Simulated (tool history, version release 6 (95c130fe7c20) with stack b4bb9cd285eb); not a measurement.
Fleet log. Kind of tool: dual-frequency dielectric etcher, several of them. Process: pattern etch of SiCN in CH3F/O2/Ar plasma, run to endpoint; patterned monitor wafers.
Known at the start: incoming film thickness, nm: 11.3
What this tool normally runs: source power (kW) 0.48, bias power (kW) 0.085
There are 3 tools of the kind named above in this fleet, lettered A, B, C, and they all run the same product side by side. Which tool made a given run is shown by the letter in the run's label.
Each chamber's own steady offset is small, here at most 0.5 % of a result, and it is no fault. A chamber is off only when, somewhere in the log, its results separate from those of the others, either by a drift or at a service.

run,hour,source power (kW),bias power (kW),hours since the last wet clean,hours since the last source power generator calibration,hours since the last bias power generator calibration,endpoint time (s)
1C,10.6,0.48,0.085,370.3,3615.4,2802.3,26.442
2B,17.2,0.48,0.085,391.9,1250.1,1725.8,26.445
3A,28.1,0.48,0.085,207.7,2692.8,272,25.976
4A,38.6,0.48,0.085,218.2,2703.3,282.5,26.304
5C,46.2,0.48,0.085,405.9,3651,2837.9,26.319
6B,54.7,0.48,0.085,429.4,1287.6,1763.3,26.636
7C,62.9,0.57,0.097,422.6,3667.7,2854.6,23.338
8B,73.6,0.57,0.097,448.3,1306.5,1782.2,23.632
9A,83.6,0.57,0.097,263.2,2748.3,327.5,23.449
10C,88.8,0.48,0.085,448.5,3693.6,2880.5,26.249
# hour 89: chamber C: wet clean of the chamber
11B,98.4,0.48,0.085,473.1,1331.3,1807,26.544
12A,109.8,0.59,0.1,289.4,2774.5,353.7,23.084
13A,116.7,0.59,0.1,296.3,2781.4,360.6,23.042
14B,124.6,0.59,0.1,499.3,1357.5,1833.2,22.961
15C,131.7,0.48,0.085,42.8,3736.5,2923.4,26.513
16C,141.4,0.48,0.085,52.5,3746.2,2933.1,26.231
17B,147.9,0.48,0.085,522.6,1380.8,1856.5,26.564
18A,159.5,0.48,0.085,339.1,2824.2,403.4,26.405
# hour 160.1: chamber C: source power generator calibrated
19A,165.6,0.48,0.085,345.2,2830.3,409.5,26.267
20B,175.9,0.48,0.085,550.6,1408.8,1884.5,26.557
# hour 181.2: chamber B: wet clean of the chamber
# hour 183.1: chamber A: wet clean of the chamber
21C,186.9,0.48,0.085,98,26.8,2978.6,26.337
22A,198.2,0.48,0.085,15.2,2862.9,442.1,26.41
23C,209.4,0.48,0.085,120.5,49.3,3001.1,26.179
24B,218.5,0.48,0.085,37.4,1451.4,1927.1,26.642
25B,229.2,0.48,0.066,48.1,1462.1,1937.8,28.633
26A,240,0.48,0.066,57,2904.7,483.9,28.918
27C,246.9,0.48,0.066,158,86.8,3038.6,29.409
28A,257.2,0.48,0.085,74.2,2921.9,501.1,26.402
29C,264.5,0.48,0.085,175.6,104.4,3056.2,25.881
30B,270.9,0.48,0.085,89.8,1503.8,1979.5,26.825
31A,280.1,0.48,0.085,97.1,2944.8,524,26.027
32B,285.2,0.48,0.085,104.1,1518.1,1993.8,26.69
33C,296.5,0.48,0.085,207.6,136.4,3088.2,26.404
34A,308.1,0.48,0.085,125.1,2972.8,552,26.374
35C,313.8,0.48,0.085,224.9,153.7,3105.5,26.402
36B,322.6,0.48,0.085,141.5,1555.5,2031.2,26.684
37B,328.3,0.48,0.085,147.2,1561.2,2036.9,26.632
38C,336.1,0.48,0.085,247.2,176,3127.8,26.146
39A,342.7,0.48,0.085,159.7,3007.4,586.6,26.474

Read the log: is a single chamber off, either drifting away or since a service, is the gauge that measures every chamber drifting, or is nothing wrong beyond small per-chamber offsets? Name any odd chamber and what most likely caused it.

Nothing is wrong: each chamber keeps only its own small, steady offset and the gauge holds still.
